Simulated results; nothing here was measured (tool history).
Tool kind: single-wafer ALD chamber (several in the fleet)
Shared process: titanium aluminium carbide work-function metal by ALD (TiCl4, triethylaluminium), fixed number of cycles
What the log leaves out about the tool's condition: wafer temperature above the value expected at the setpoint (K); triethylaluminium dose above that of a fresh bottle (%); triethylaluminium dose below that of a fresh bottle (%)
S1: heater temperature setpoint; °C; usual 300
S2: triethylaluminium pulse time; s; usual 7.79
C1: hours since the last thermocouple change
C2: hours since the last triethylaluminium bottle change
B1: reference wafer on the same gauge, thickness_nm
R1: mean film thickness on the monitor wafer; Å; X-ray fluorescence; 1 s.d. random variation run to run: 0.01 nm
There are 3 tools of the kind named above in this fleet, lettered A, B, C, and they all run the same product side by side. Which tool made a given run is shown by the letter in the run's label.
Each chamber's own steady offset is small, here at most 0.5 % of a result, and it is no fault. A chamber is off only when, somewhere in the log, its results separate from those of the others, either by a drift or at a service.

run 1C hour=13.8 | S1=300 S2=7.79 | C1=379.3 C2=306.5 | B1=2.2484 | R1=19.242
run 2A hour=24.1 | S1=300 S2=7.79 | C1=896.2 C2=1049.5 | B1=2.2494 | R1=19.411
run 3B hour=36.3 | S1=300 S2=7.79 | C1=573.5 C2=1193.2 | B1=2.2483 | R1=19.139
run 4B hour=48.8 | S1=300 S2=7.79 | C1=586 C2=1205.7 | B1=2.2464 | R1=19.228
run 5C hour=64.9 | S1=300 S2=7.79 | C1=430.4 C2=357.6 | B1=2.2507 | R1=19.386
run 6A hour=72.3 | S1=300 S2=7.79 | C1=944.4 C2=1097.7 | B1=2.2508 | R1=19.254
run 7C hour=88.6 | S1=300 S2=7.79 | C1=454.1 C2=381.3 | B1=2.2518 | R1=19.186
run 8B hour=95.9 | S1=300 S2=7.79 | C1=633.1 C2=1252.8 | B1=2.2514 | R1=19.106
run 9A hour=106.2 | S1=291 S2=8.77 | C1=978.3 C2=1131.6 | B1=2.2527 | R1=18.901
run 10B hour=122.4 | S1=291 S2=8.77 | C1=659.6 C2=1279.3 | B1=2.2495 | R1=18.825
run 11C hour=137.2 | S1=291 S2=8.77 | C1=502.7 C2=429.9 | B1=2.2461 | R1=18.861
run 12A hour=149.4 | S1=300 S2=7.79 | C1=1021.5 C2=1174.8 | B1=2.2486 | R1=19.215
run 13B hour=159.3 | S1=300 S2=7.79 | C1=696.5 C2=1316.2 | B1=2.2538 | R1=19.309
run 14A hour=168.7 | S1=300 S2=7.79 | C1=1040.8 C2=1194.1 | B1=2.2496 | R1=19.332
run 15C hour=182 | S1=300 S2=7.79 | C1=547.5 C2=474.7 | B1=2.249 | R1=19.067
run 16A hour=195.9 | S1=300 S2=7.79 | C1=1068 C2=1221.3 | B1=2.2482 | R1=19.306
run 17C hour=206.3 | S1=300 S2=7.79 | C1=571.8 C2=499 | B1=2.2507 | R1=19.11
run 18B hour=217.4 | S1=300 S2=7.79 | C1=754.6 C2=1374.3 | B1=2.2522 | R1=19.263
-- hour=223.6 chamber B: triethylaluminium bottle replaced
run 19A hour=230.3 | S1=300 S2=7.79 | C1=1102.4 C2=1255.7 | B1=2.2512 | R1=19.369
run 20C hour=239.4 | S1=300 S2=7.79 | C1=604.9 C2=532.1 | B1=2.2491 | R1=19.233
run 21B hour=246.6 | S1=300 S2=5.74 | C1=783.8 C2=23.1 | B1=2.2492 | R1=17.632
run 22A hour=254.3 | S1=300 S2=5.74 | C1=1126.4 C2=1279.7 | B1=2.2501 | R1=17.9
run 23B hour=262.1 | S1=300 S2=5.74 | C1=799.3 C2=38.6 | B1=2.2467 | R1=17.815
run 24C hour=273 | S1=300 S2=7.79 | C1=638.5 C2=565.7 | B1=2.2484 | R1=19.17
run 25A hour=288.1 | S1=311 S2=7.79 | C1=1160.2 C2=1313.5 | B1=2.2493 | R1=20.04
run 26C hour=301.6 | S1=311 S2=7.79 | C1=667.1 C2=594.3 | B1=2.2544 | R1=20.291
run 27B hour=315.1 | S1=311 S2=7.79 | C1=852.3 C2=91.6 | B1=2.2534 | R1=20.226
run 28A hour=326.3 | S1=300 S2=7.79 | C1=1198.4 C2=1351.7 | B1=2.2476 | R1=19.366
run 29C hour=336.8 | S1=300 S2=7.79 | C1=702.3 C2=629.5 | B1=2.249 | R1=19.168
run 30B hour=346.9 | S1=300 S2=7.79 | C1=884.1 C2=123.4 | B1=2.2523 | R1=19.203
run 31A hour=361.1 | S1=300 S2=7.79 | C1=1233.2 C2=1386.5 | B1=2.2508 | R1=19.313
run 32C hour=371.7 | S1=300 S2=7.79 | C1=737.2 C2=664.4 | B1=2.2485 | R1=19.16
-- hour=376.7 chamber A: triethylaluminium bottle replaced
run 33B hour=379.7 | S1=300 S2=7.79 | C1=916.9 C2=156.2 | B1=2.2505 | R1=19.042
run 34C hour=393.6 | S1=300 S2=7.79 | C1=759.1 C2=686.3 | B1=2.2475 | R1=19.296
run 35B hour=403.3 | S1=300 S2=7.79 | C1=940.5 C2=179.8 | B1=2.2527 | R1=19.149
run 36A hour=414.8 | S1=300 S2=7.79 | C1=1286.9 C2=38.1 | B1=2.2493 | R1=19.303
run 37B hour=428.4 | S1=300 S2=7.79 | C1=965.6 C2=204.9 | B1=2.2519 | R1=19.235

All 3 chambers run these settings next. Forecast each chamber's results:
run 38A hour=440.1 | S1=300 S2=7.79 | R1=?
run 38B hour=440.1 | S1=300 S2=7.79 | R1=?
run 38C hour=440.1 | S1=300 S2=7.79 | R1=?

run=38A R1=19.371
run=38B R1=19.09
run=38C R1=19.376
